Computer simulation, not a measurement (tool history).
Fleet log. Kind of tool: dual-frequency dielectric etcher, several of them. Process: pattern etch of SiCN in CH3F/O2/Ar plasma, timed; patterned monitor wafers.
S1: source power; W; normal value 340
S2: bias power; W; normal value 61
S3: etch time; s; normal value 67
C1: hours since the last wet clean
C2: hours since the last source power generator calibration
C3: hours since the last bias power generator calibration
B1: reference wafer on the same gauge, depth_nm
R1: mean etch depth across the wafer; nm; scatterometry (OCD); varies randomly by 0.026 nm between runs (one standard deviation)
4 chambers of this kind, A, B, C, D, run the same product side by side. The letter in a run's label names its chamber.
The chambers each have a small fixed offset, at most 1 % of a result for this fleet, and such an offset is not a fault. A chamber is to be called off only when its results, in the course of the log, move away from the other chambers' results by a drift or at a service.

run 1B hour=11.4 | S1=340 S2=61 S3=67 | C1=544.8 C2=2536.3 C3=65.0 | B1=22.706 | R1=22.332
run 2D hour=21.9 | S1=340 S2=61 S3=67 | C1=357.8 C2=377.1 C3=726.0 | B1=22.707 | R1=22.426
run 3C hour=31.9 | S1=340 S2=61 S3=67 | C1=81.9 C2=139.7 C3=3649.7 | B1=22.715 | R1=22.599
run 4A hour=41.5 | S1=340 S2=61 S3=67 | C1=355.0 C2=2029.2 C3=4374.1 | B1=22.716 | R1=22.407
run 5D hour=50.8 | S1=340 S2=61 S3=67 | C1=386.7 C2=406.0 C3=754.9 | B1=22.722 | R1=22.402
-- hour=57.0 chamber B: wet clean of the chamber
run 6B hour=60.8 | S1=340 S2=61 S3=83 | C1=3.9 C2=2585.7 C3=114.4 | B1=22.730 | R1=27.576
run 7A hour=67.5 | S1=340 S2=61 S3=83 | C1=381.0 C2=2055.2 C3=4400.1 | B1=22.726 | R1=27.711
run 8C hour=78.2 | S1=340 S2=61 S3=83 | C1=128.2 C2=186.0 C3=3696.0 | B1=22.734 | R1=27.940
run 9B hour=89.4 | S1=340 S2=61 S3=83 | C1=32.5 C2=2614.3 C3=143.0 | B1=22.737 | R1=27.733
run 10D hour=97.8 | S1=340 S2=61 S3=67 | C1=433.7 C2=453.0 C3=801.9 | B1=22.747 | R1=22.407
run 11C hour=106.4 | S1=290 S2=61 S3=79 | C1=156.4 C2=214.2 C3=3724.2 | B1=22.746 | R1=25.064
run 12A hour=117.9 | S1=290 S2=61 S3=79 | C1=431.4 C2=2105.6 C3=4450.5 | B1=22.749 | R1=24.880
-- hour=125.7 chamber A: wet clean of the chamber
run 13D hour=126.7 | S1=290 S2=61 S3=79 | C1=462.6 C2=481.9 C3=830.8 | B1=22.760 | R1=24.920
-- hour=136.3 chamber C: bias power generator calibrated
run 14B hour=137.3 | S1=290 S2=61 S3=79 | C1=80.4 C2=2662.2 C3=190.9 | B1=22.758 | R1=24.885
-- hour=138.4 chamber A: bias power generator calibrated
run 15C hour=145.1 | S1=340 S2=61 S3=67 | C1=195.1 C2=252.9 C3=8.9 | B1=22.764 | R1=22.617
run 16A hour=157.3 | S1=340 S2=61 S3=67 | C1=31.7 C2=2145.0 C3=18.9 | B1=22.775 | R1=22.399
run 17B hour=165.0 | S1=340 S2=61 S3=67 | C1=108.1 C2=2689.9 C3=218.6 | B1=22.777 | R1=22.388
run 18D hour=171.6 | S1=340 S2=61 S3=67 | C1=507.5 C2=526.8 C3=875.7 | B1=22.780 | R1=22.484
run 19A hour=179.8 | S1=340 S2=61 S3=67 | C1=54.2 C2=2167.5 C3=41.4 | B1=22.777 | R1=22.444
run 20C hour=187.9 | S1=340 S2=61 S3=67 | C1=237.9 C2=295.7 C3=51.7 | B1=22.789 | R1=22.602
run 21B hour=195.2 | S1=340 S2=61 S3=67 | C1=138.3 C2=2720.1 C3=248.8 | B1=22.794 | R1=22.403
run 22C hour=202.1 | S1=340 S2=61 S3=67 | C1=252.1 C2=309.9 C3=65.9 | B1=22.794 | R1=22.660
run 23D hour=210.4 | S1=340 S2=61 S3=67 | C1=546.3 C2=565.6 C3=914.5 | B1=22.796 | R1=22.517
run 24A hour=219.3 | S1=340 S2=61 S3=67 | C1=93.7 C2=2207.0 C3=80.9 | B1=22.797 | R1=22.427
run 25B hour=228.2 | S1=340 S2=61 S3=67 | C1=171.3 C2=2753.1 C3=281.8 | B1=22.802 | R1=22.408
run 26C hour=235.0 | S1=340 S2=61 S3=67 | C1=285.0 C2=342.8 C3=98.8 | B1=22.806 | R1=22.658

Decide between three cases: one chamber stands off from its peers, the gauge reading all wafers drifts, or nothing is wrong past each chamber's small offset. Where a chamber is off, say which and what most likely put it there.

Every chamber seems to shift together because the gauge that measures them all drifts; the chambers themselves are fine.
Most likely cause: gauge reads high (%) = 0.485.
